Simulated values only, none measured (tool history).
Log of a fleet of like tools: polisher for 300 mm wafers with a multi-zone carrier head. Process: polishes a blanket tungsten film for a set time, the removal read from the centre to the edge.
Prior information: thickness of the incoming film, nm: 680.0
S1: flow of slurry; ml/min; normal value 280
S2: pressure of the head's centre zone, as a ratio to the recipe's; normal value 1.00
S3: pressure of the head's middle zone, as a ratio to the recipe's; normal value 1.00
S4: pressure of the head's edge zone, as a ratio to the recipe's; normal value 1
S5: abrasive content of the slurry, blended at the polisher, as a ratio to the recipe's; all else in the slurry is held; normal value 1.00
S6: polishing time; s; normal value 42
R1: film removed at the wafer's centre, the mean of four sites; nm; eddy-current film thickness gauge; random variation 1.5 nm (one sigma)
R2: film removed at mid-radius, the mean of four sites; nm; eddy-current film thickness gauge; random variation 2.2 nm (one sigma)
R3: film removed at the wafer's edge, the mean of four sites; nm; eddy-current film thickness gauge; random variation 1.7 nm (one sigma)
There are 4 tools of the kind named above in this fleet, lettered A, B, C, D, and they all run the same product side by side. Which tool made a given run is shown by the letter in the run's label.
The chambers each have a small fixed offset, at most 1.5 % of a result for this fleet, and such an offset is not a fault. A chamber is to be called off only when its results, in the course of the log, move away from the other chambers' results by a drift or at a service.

{"day": 0.3, "done": "chamber B: slurry nozzle cleaned"}
{"run": "1C", "day": 0.458, "S1": 280, "S2": 1.0, "S3": 1.0, "S4": 1, "S5": 1.0, "S6": 42, "R1": 146.09, "R2": 148.83, "R3": 149.03}
{"day": 0.558, "done": "chamber A: worn pad replaced by a new one"}
{"day": 0.688, "done": "chamber B: worn pad replaced by a new one"}
{"run": "2A", "day": 1.092, "S1": 280, "S2": 1.0, "S3": 1.0, "S4": 1, "S5": 1.0, "S6": 42, "R1": 145.16, "R2": 142.09, "R3": 145.89}
{"run": "3D", "day": 1.433, "S1": 280, "S2": 1.0, "S3": 1.0, "S4": 1, "S5": 1.0, "S6": 42, "R1": 145.73, "R2": 148.02, "R3": 145.95}
{"day": 1.629, "done": "chamber C: worn pad replaced by a new one"}
{"run": "4B", "day": 1.921, "S1": 280, "S2": 1.0, "S3": 1.0, "S4": 1, "S5": 1.0, "S6": 42, "R1": 144.61, "R2": 147.34, "R3": 144.78}
{"day": 2.167, "done": "chamber D: slurry nozzle cleaned"}
{"run": "5A", "day": 2.446, "S1": 280, "S2": 1.08, "S3": 1.0, "S4": 1, "S5": 1.25, "S6": 42, "R1": 166.35, "R2": 151.96, "R3": 152.76}
{"day": 3.046, "done": "chamber D: worn pad replaced by a new one"}
{"run": "6C", "day": 3.062, "S1": 280, "S2": 1.08, "S3": 1.0, "S4": 1, "S5": 1.25, "S6": 42, "R1": 170.62, "R2": 152.88, "R3": 156.2}
{"run": "7B", "day": 3.583, "S1": 280, "S2": 1.08, "S3": 1.0, "S4": 1, "S5": 1.25, "S6": 42, "R1": 169.67, "R2": 152.21, "R3": 155.39}
{"run": "8D", "day": 3.983, "S1": 280, "S2": 1.08, "S3": 1.0, "S4": 1, "S5": 1.25, "S6": 42, "R1": 168.7, "R2": 155.03, "R3": 150.2}
{"day": 4.325, "done": "chamber B: worn pad replaced by a new one"}
{"run": "9C", "day": 4.504, "S1": 280, "S2": 1.0, "S3": 1.0, "S4": 1, "S5": 1.0, "S6": 42, "R1": 147.99, "R2": 144.85, "R3": 151.61}
{"run": "10D", "day": 5.162, "S1": 280, "S2": 1.0, "S3": 1.0, "S4": 1, "S5": 1.0, "S6": 42, "R1": 148.29, "R2": 148.16, "R3": 145.02}
{"day": 5.238, "done": "chamber C: worn pad replaced by a new one"}
{"day": 5.496, "done": "chamber A: worn pad replaced by a new one"}
{"run": "11A", "day": 5.792, "S1": 280, "S2": 1.0, "S3": 1.0, "S4": 1, "S5": 1.0, "S6": 42, "R1": 144.59, "R2": 144.39, "R3": 148.27}
{"run": "12B", "day": 6.225, "S1": 280, "S2": 1.0, "S3": 1.0, "S4": 1, "S5": 1.0, "S6": 42, "R1": 147.41, "R2": 146.76, "R3": 143.56}
{"day": 6.554, "done": "chamber A: centre zone pressure recalibrated"}
{"run": "13B", "day": 6.642, "S1": 280, "S2": 1.0, "S3": 1.0, "S4": 1, "S5": 1.0, "S6": 42, "R1": 148.47, "R2": 143.54, "R3": 147.49}
{"run": "14C", "day": 6.996, "S1": 280, "S2": 1.0, "S3": 1.0, "S4": 1, "S5": 1.0, "S6": 42, "R1": 146.37, "R2": 146.38, "R3": 152.13}
{"day": 7.35, "done": "chamber D: worn pad replaced by a new one"}
{"day": 7.354, "done": "chamber C: edge zone pressure recalibrated"}
{"run": "15D", "day": 7.371, "S1": 280, "S2": 1.0, "S3": 1.0, "S4": 1, "S5": 1.0, "S6": 42, "R1": 147.93, "R2": 149.49, "R3": 145.03}
{"run": "16A", "day": 7.896, "S1": 280, "S2": 1.0, "S3": 1.0, "S4": 1, "S5": 1.0, "S6": 42, "R1": 146.06, "R2": 142.51, "R3": 143.75}
{"run": "17D", "day": 8.196, "S1": 280, "S2": 1.0, "S3": 1.0, "S4": 1, "S5": 1.0, "S6": 42, "R1": 146.68, "R2": 148.02, "R3": 146.94}
{"day": 8.325, "done": "chamber B: worn pad replaced by a new one"}
{"run": "18A", "day": 8.692, "S1": 200, "S2": 1.0, "S3": 1.0, "S4": 1, "S5": 1.15, "S6": 42, "R1": 139.62, "R2": 142.68, "R3": 142.65}
{"day": 8.892, "done": "chamber C: worn pad replaced by a new one"}
{"run": "19C", "day": 9.054, "S1": 200, "S2": 1.0, "S3": 1.0, "S4": 1, "S5": 1.15, "S6": 42, "R1": 142.52, "R2": 146.08, "R3": 146.54}
{"day": 9.383, "done": "chamber A: worn pad replaced by a new one"}
{"run": "20B", "day": 9.529, "S1": 200, "S2": 1.0, "S3": 1.0, "S4": 1, "S5": 1.15, "S6": 42, "R1": 137.31, "R2": 141.2, "R3": 147.87}
{"run": "21A", "day": 10.175, "S1": 200, "S2": 1.0, "S3": 1.0, "S4": 1, "S5": 1.15, "S6": 42, "R1": 142.94, "R2": 141.94, "R3": 145.95}
{"run": "22D", "day": 10.483, "S1": 280, "S2": 1.0, "S3": 1.0, "S4": 1, "S5": 1.0, "S6": 42, "R1": 145.83, "R2": 146.25, "R3": 146.56}
{"day": 10.733, "done": "chamber D: worn pad replaced by a new one"}
{"run": "23B", "day": 11.104, "S1": 280, "S2": 1.0, "S3": 1.0, "S4": 1, "S5": 1.0, "S6": 42, "R1": 139.86, "R2": 150.01, "R3": 144.59}
{"run": "24C", "day": 11.667, "S1": 280, "S2": 1.0, "S3": 0.96, "S4": 1, "S5": 1.0, "S6": 42, "R1": 144.44, "R2": 143.78, "R3": 145.34}
{"day": 12.008, "done": "chamber B: worn pad replaced by a new one"}
{"run": "25D", "day": 12.196, "S1": 280, "S2": 1.0, "S3": 0.96, "S4": 1, "S5": 1.0, "S6": 42, "R1": 144.93, "R2": 140.08, "R3": 146.36}
{"run": "26B", "day": 12.692, "S1": 280, "S2": 1.0, "S3": 0.96, "S4": 1, "S5": 1.0, "S6": 42, "R1": 138.86, "R2": 141.61, "R3": 147.76}
{"day": 13.171, "done": "chamber C: worn pad replaced by a new one"}
{"run": "27C", "day": 13.338, "S1": 280, "S2": 1.0, "S3": 0.96, "S4": 1, "S5": 1.0, "S6": 42, "R1": 149.62, "R2": 141.94, "R3": 149.72}
{"day": 13.588, "done": "chamber A: worn pad replaced by a new one"}
{"run": "28A", "day": 13.896, "S1": 280, "S2": 1.0, "S3": 1.0, "S4": 1, "S5": 1.0, "S6": 42, "R1": 145.54, "R2": 146.58, "R3": 143.77}
{"day": 14.133, "done": "chamber D: worn pad replaced by a new one"}
{"run": "29A", "day": 14.246, "S1": 315, "S2": 1.0, "S3": 1.0, "S4": 1, "S5": 1.0, "S6": 48, "R1": 167.44, "R2": 167.8, "R3": 170.58}
{"run": "30C", "day": 14.725, "S1": 315, "S2": 1.0, "S3": 1.0, "S4": 1, "S5": 1.0, "S6": 48, "R1": 170.22, "R2": 171.1, "R3": 170.23}
{"run": "31D", "day": 15.154, "S1": 315, "S2": 1.0, "S3": 1.0, "S4": 1, "S5": 1.0, "S6": 48, "R1": 170.56, "R2": 173.81, "R3": 171.15}
{"day": 15.3, "done": "chamber B: worn pad replaced by a new one"}
{"run": "32B", "day": 15.462, "S1": 315, "S2": 1.0, "S3": 1.0, "S4": 1, "S5": 1.0, "S6": 48, "R1": 156.5, "R2": 167.06, "R3": 169.32}
{"run": "33D", "day": 15.758, "S1": 280, "S2": 1.0, "S3": 1.0, "S4": 1, "S5": 1.0, "S6": 42, "R1": 147.31, "R2": 148.15, "R3": 147.05}
{"run": "34C", "day": 16.362, "S1": 280, "S2": 1.0, "S3": 1.0, "S4": 1, "S5": 1.0, "S6": 42, "R1": 148.69, "R2": 146.34, "R3": 146.85}
{"day": 16.45, "done": "chamber C: worn pad replaced by a new one"}
{"run": "35B", "day": 16.758, "S1": 280, "S2": 1.0, "S3": 1.0, "S4": 1, "S5": 1.0, "S6": 42, "R1": 131.69, "R2": 149.86, "R3": 147.45}
{"day": 16.983, "done": "chamber A: slurry nozzle cleaned"}
{"day": 16.983, "done": "chamber C: slurry nozzle cleaned"}
{"run": "36A", "day": 17.183, "S1": 280, "S2": 1.0, "S3": 1.0, "S4": 1, "S5": 1.0, "S6": 42, "R1": 142.69, "R2": 140.16, "R3": 146.58}
{"run": "37C", "day": 17.608, "S1": 280, "S2": 1.0, "S3": 1.0, "S4": 1, "S5": 1.0, "S6": 42, "R1": 145.14, "R2": 142.23, "R3": 148.96}
{"run": "38D", "day": 17.983, "S1": 280, "S2": 1.0, "S3": 1.0, "S4": 1, "S5": 1.0, "S6": 42, "R1": 145.78, "R2": 149.45, "R3": 143.23}
{"day": 18.196, "done": "chamber A: worn pad replaced by a new one"}
{"run": "39B", "day": 18.538, "S1": 280, "S2": 1.0, "S3": 1.0, "S4": 1, "S5": 1.0, "S6": 42, "R1": 128.74, "R2": 148.35, "R3": 147.78}
{"run": "40A", "day": 19.133, "S1": 280, "S2": 1.0, "S3": 1.1, "S4": 1, "S5": 1.0, "S6": 42, "R1": 141.94, "R2": 158.14, "R3": 142.23}

Each of the 4 chambers runs these same settings next. Fill in every chamber's results:
{"run": "41A", "day": 19.625, "S1": 280, "S2": 0.94, "S3": 1.0, "S4": 1, "S5": 1.0, "S6": 42, "R1": "?", "R2": "?", "R3": "?"}
{"run": "41B", "day": 19.625, "S1": 280, "S2": 0.94, "S3": 1.0, "S4": 1, "S5": 1.0, "S6": 42, "R1": "?", "R2": "?", "R3": "?"}
{"run": "41C", "day": 19.625, "S1": 280, "S2": 0.94, "S3": 1.0, "S4": 1, "S5": 1.0, "S6": 42, "R1": "?", "R2": "?", "R3": "?"}
{"run": "41D", "day": 19.625, "S1": 280, "S2": 0.94, "S3": 1.0, "S4": 1, "S5": 1.0, "S6": 42, "R1": "?", "R2": "?", "R3": "?"}

run=41A R1=133.20 R2=144.00 R3=145.89
run=41B R1=118.70 R2=148.72 R3=145.13
run=41C R1=136.97 R2=144.53 R3=150.69
run=41D R1=134.55 R2=147.24 R3=144.03
